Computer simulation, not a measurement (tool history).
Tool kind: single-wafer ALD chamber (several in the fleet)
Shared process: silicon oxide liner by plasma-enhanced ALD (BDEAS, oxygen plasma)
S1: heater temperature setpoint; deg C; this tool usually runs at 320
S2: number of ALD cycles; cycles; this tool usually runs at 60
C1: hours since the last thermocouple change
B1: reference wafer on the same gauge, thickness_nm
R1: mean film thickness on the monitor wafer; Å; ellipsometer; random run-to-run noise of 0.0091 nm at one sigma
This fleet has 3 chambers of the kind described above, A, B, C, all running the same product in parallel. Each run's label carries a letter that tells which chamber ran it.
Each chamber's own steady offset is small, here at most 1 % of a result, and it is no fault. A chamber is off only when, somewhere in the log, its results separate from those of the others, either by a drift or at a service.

run	hour	S1	S2	C1	B1	R1
1A	9.2	320	60	472.8	5.9391	53.84
2B	22.9	320	60	728.3	5.9387	54.484
3C	33.6	320	60	201.9	5.9395	54.041
4A	41.9	320	60	505.5	5.9381	53.911
5C	54.6	320	69	222.9	5.9347	62.073
6B	67.5	320	69	772.9	5.9333	62.7
7A	77.1	320	69	540.7	5.932	61.844
8B	91.1	320	60	796.5	5.9307	54.401
9C	98.9	320	60	267.2	5.9329	54.006
10B	106.4	320	60	811.8	5.9293	54.506
11A	114.7	320	60	578.3	5.9268	53.793
12C	121.5	307	65	289.8	5.927	59.484
13A	134.8	307	65	598.4	5.9255	59.198
14B	142.2	307	65	847.6	5.9257	60.175
15C	149.6	320	60	317.9	5.9281	53.913
16B	161.8	320	60	867.2	5.9227	54.511
17C	169.1	320	60	337.4	5.9235	53.937
18A	175.9	330	60	639.5	5.9203	52.831
19A	186.6	330	60	650.2	5.9207	52.851
20B	198.1	330	60	903.5	5.9205	53.391
21C	209.4	320	60	377.7	5.9195	54.037
22C	224.3	320	60	392.6	5.9189	53.886
23A	236.7	320	60	700.3	5.9143	53.707
24B	248.2	320	60	953.6	5.9131	54.247
25A	257.5	326	48	721.1	5.9166	42.553
26B	265.3	326	48	970.7	5.9143	43.132
27C	278.9	326	48	447.2	5.9103	42.658
28C	288	315	60	456.3	5.9128	54.187
29B	302.1	315	60	1007.5	5.9101	54.803
30A	313.5	315	60	777.1	5.9092	54.042
31A	321.2	333	53	784.8	5.9095	46.417
32C	329.8	333	53	498.1	5.9066	46.525
33B	338.6	333	53	1044	5.9043	46.961
34B	351.2	320	60	1056.6	5.907	54.178
35C	358.4	320	60	526.7	5.9029	53.745
36A	367	320	60	830.6	5.9037	53.532
37B	380.6	320	60	1086	5.9041	54.302
38A	391.2	320	60	854.8	5.8977	53.592
39C	399.7	320	60	568	5.898	53.546

All 3 chambers run these settings next. Forecast each chamber's results:
40A	410.8	320	60			?
40B	410.8	320	60			?
40C	410.8	320	60			?

run	R1
40A	53.471
40B	54.081
40C	53.631
